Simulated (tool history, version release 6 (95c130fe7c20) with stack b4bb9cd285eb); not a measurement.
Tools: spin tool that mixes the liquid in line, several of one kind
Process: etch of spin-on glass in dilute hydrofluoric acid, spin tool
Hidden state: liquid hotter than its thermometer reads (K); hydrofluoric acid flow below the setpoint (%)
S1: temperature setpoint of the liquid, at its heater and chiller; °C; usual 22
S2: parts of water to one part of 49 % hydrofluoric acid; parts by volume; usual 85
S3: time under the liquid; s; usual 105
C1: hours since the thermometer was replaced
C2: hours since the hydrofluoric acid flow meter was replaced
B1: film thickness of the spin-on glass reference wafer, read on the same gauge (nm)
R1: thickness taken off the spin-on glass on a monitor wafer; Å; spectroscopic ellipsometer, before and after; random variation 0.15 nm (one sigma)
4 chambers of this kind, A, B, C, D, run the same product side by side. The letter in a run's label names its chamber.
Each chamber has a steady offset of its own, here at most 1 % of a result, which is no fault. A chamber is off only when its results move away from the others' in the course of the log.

{"run": "1A", "day": 0.204, "S1": 22, "S2": 85, "S3": 105, "C1": 152.8, "C2": 1149.5, "B1": 29.999, "R1": 466.31}
{"run": "2C", "day": 0.383, "S1": 22, "S2": 85, "S3": 105, "C1": 2322.9, "C2": 302.2, "B1": 29.988, "R1": 470.21}
{"run": "3D", "day": 0.608, "S1": 22, "S2": 85, "S3": 105, "C1": 868.6, "C2": 555.8, "B1": 30, "R1": 466.67}
{"run": "4B", "day": 0.796, "S1": 22, "S2": 85, "S3": 105, "C1": 1765.1, "C2": 839.9, "B1": 29.988, "R1": 472.17}
{"run": "5D", "day": 1.042, "S1": 22, "S2": 85, "S3": 80, "C1": 879, "C2": 566.2, "B1": 30.001, "R1": 357.14}
{"run": "6A", "day": 1.254, "S1": 22, "S2": 85, "S3": 80, "C1": 178, "C2": 1174.7, "B1": 29.984, "R1": 354.22}
{"run": "7B", "day": 1.438, "S1": 22, "S2": 85, "S3": 80, "C1": 1780.5, "C2": 855.3, "B1": 30.005, "R1": 361.04}
{"run": "8C", "day": 1.662, "S1": 22, "S2": 85, "S3": 80, "C1": 2353.6, "C2": 332.9, "B1": 29.993, "R1": 359.17}
{"run": "9B", "day": 1.929, "S1": 22, "S2": 85, "S3": 55, "C1": 1792.3, "C2": 867.1, "B1": 29.999, "R1": 247.62}
{"run": "10D", "day": 2.079, "S1": 22, "S2": 85, "S3": 55, "C1": 903.9, "C2": 591.1, "B1": 29.988, "R1": 244.96}
{"run": "11C", "day": 2.3, "S1": 22, "S2": 85, "S3": 55, "C1": 2368.9, "C2": 348.2, "B1": 29.996, "R1": 247.49}
{"run": "12A", "day": 2.517, "S1": 22, "S2": 85, "S3": 55, "C1": 208.3, "C2": 1205, "B1": 29.997, "R1": 244.95}
{"run": "13B", "day": 2.758, "S1": 22, "S2": 85, "S3": 105, "C1": 1812.2, "C2": 887, "B1": 30.001, "R1": 472.43}
{"run": "14C", "day": 2.975, "S1": 22, "S2": 85, "S3": 105, "C1": 2385.1, "C2": 364.4, "B1": 29.995, "R1": 474.45}
{"run": "15A", "day": 3.2, "S1": 22, "S2": 85, "S3": 105, "C1": 224.7, "C2": 1221.4, "B1": 29.997, "R1": 468.14}
{"run": "16D", "day": 3.354, "S1": 22, "S2": 85, "S3": 105, "C1": 934.5, "C2": 621.7, "B1": 30.012, "R1": 468.17}
{"run": "17B", "day": 3.617, "S1": 20.5, "S2": 75, "S3": 105, "C1": 1832.8, "C2": 907.6, "B1": 29.989, "R1": 509.66}
{"run": "18A", "day": 3.888, "S1": 20.5, "S2": 75, "S3": 105, "C1": 241.2, "C2": 1237.9, "B1": 29.996, "R1": 503.99}
{"run": "19D", "day": 4.05, "S1": 20.5, "S2": 75, "S3": 105, "C1": 951.2, "C2": 638.4, "B1": 29.969, "R1": 502.57}
{"run": "20C", "day": 4.346, "S1": 20.5, "S2": 75, "S3": 105, "C1": 2418, "C2": 397.3, "B1": 29.989, "R1": 510.38}
{"run": "21C", "day": 4.621, "S1": 22, "S2": 85, "S3": 105, "C1": 2424.6, "C2": 403.9, "B1": 30.005, "R1": 471.99}
{"run": "22A", "day": 4.883, "S1": 22, "S2": 85, "S3": 105, "C1": 265.1, "C2": 1261.8, "B1": 30.003, "R1": 466}
{"run": "23D", "day": 5.121, "S1": 22, "S2": 85, "S3": 105, "C1": 976.9, "C2": 664.1, "B1": 30.007, "R1": 468.47}
{"run": "24B", "day": 5.346, "S1": 26, "S2": 95, "S3": 105, "C1": 1874.3, "C2": 949.1, "B1": 29.992, "R1": 486.94}
{"run": "25B", "day": 5.567, "S1": 26, "S2": 95, "S3": 105, "C1": 1879.6, "C2": 954.4, "B1": 29.988, "R1": 489.61}
{"run": "26A", "day": 5.804, "S1": 26, "S2": 95, "S3": 105, "C1": 287.2, "C2": 1283.9, "B1": 29.982, "R1": 482.76}
{"run": "27C", "day": 6.079, "S1": 26, "S2": 95, "S3": 105, "C1": 2459.6, "C2": 438.9, "B1": 30.002, "R1": 492.19}
{"run": "28D", "day": 6.379, "S1": 22, "S2": 85, "S3": 105, "C1": 1007.1, "C2": 694.3, "B1": 29.996, "R1": 467.36}
{"run": "29B", "day": 6.579, "S1": 22, "S2": 85, "S3": 105, "C1": 1903.9, "C2": 978.7, "B1": 29.997, "R1": 472.63}
{"run": "30C", "day": 6.779, "S1": 22, "S2": 85, "S3": 105, "C1": 2476.4, "C2": 455.7, "B1": 30.015, "R1": 472.72}
{"run": "31D", "day": 7.05, "S1": 22, "S2": 85, "S3": 105, "C1": 1023.2, "C2": 710.4, "B1": 30.002, "R1": 468.84}
{"run": "32A", "day": 7.25, "S1": 22, "S2": 85, "S3": 105, "C1": 321.9, "C2": 1318.6, "B1": 30.006, "R1": 465.37}
{"run": "33D", "day": 7.383, "S1": 22, "S2": 85, "S3": 105, "C1": 1031.2, "C2": 718.4, "B1": 30.01, "R1": 465.75}
{"run": "34A", "day": 7.629, "S1": 22, "S2": 85, "S3": 105, "C1": 331, "C2": 1327.7, "B1": 30.006, "R1": 467.53}
{"run": "35B", "day": 7.779, "S1": 22, "S2": 85, "S3": 105, "C1": 1932.7, "C2": 1007.5, "B1": 29.989, "R1": 475.04}
{"run": "36C", "day": 7.942, "S1": 22, "S2": 85, "S3": 105, "C1": 2504.3, "C2": 483.6, "B1": 29.981, "R1": 474.67}
{"run": "37C", "day": 8.217, "S1": 22, "S2": 85, "S3": 105, "C1": 2510.9, "C2": 490.2, "B1": 29.987, "R1": 472.46}
{"run": "38B", "day": 8.496, "S1": 22, "S2": 85, "S3": 105, "C1": 1949.9, "C2": 1024.7, "B1": 30, "R1": 473.87}
{"run": "39D", "day": 8.792, "S1": 22, "S2": 85, "S3": 105, "C1": 1065, "C2": 752.2, "B1": 30.014, "R1": 469.27}

All 4 chambers run these settings next. Forecast each chamber's results:
{"run": "40A", "day": 9.012, "S1": 22, "S2": 85, "S3": 105, "R1": "?"}
{"run": "40B", "day": 9.012, "S1": 22, "S2": 85, "S3": 105, "R1": "?"}
{"run": "40C", "day": 9.012, "S1": 22, "S2": 85, "S3": 105, "R1": "?"}
{"run": "40D", "day": 9.012, "S1": 22, "S2": 85, "S3": 105, "R1": "?"}

run=40A R1=466.56
run=40B R1=475.9
run=40C R1=472.23
run=40D R1=467.7
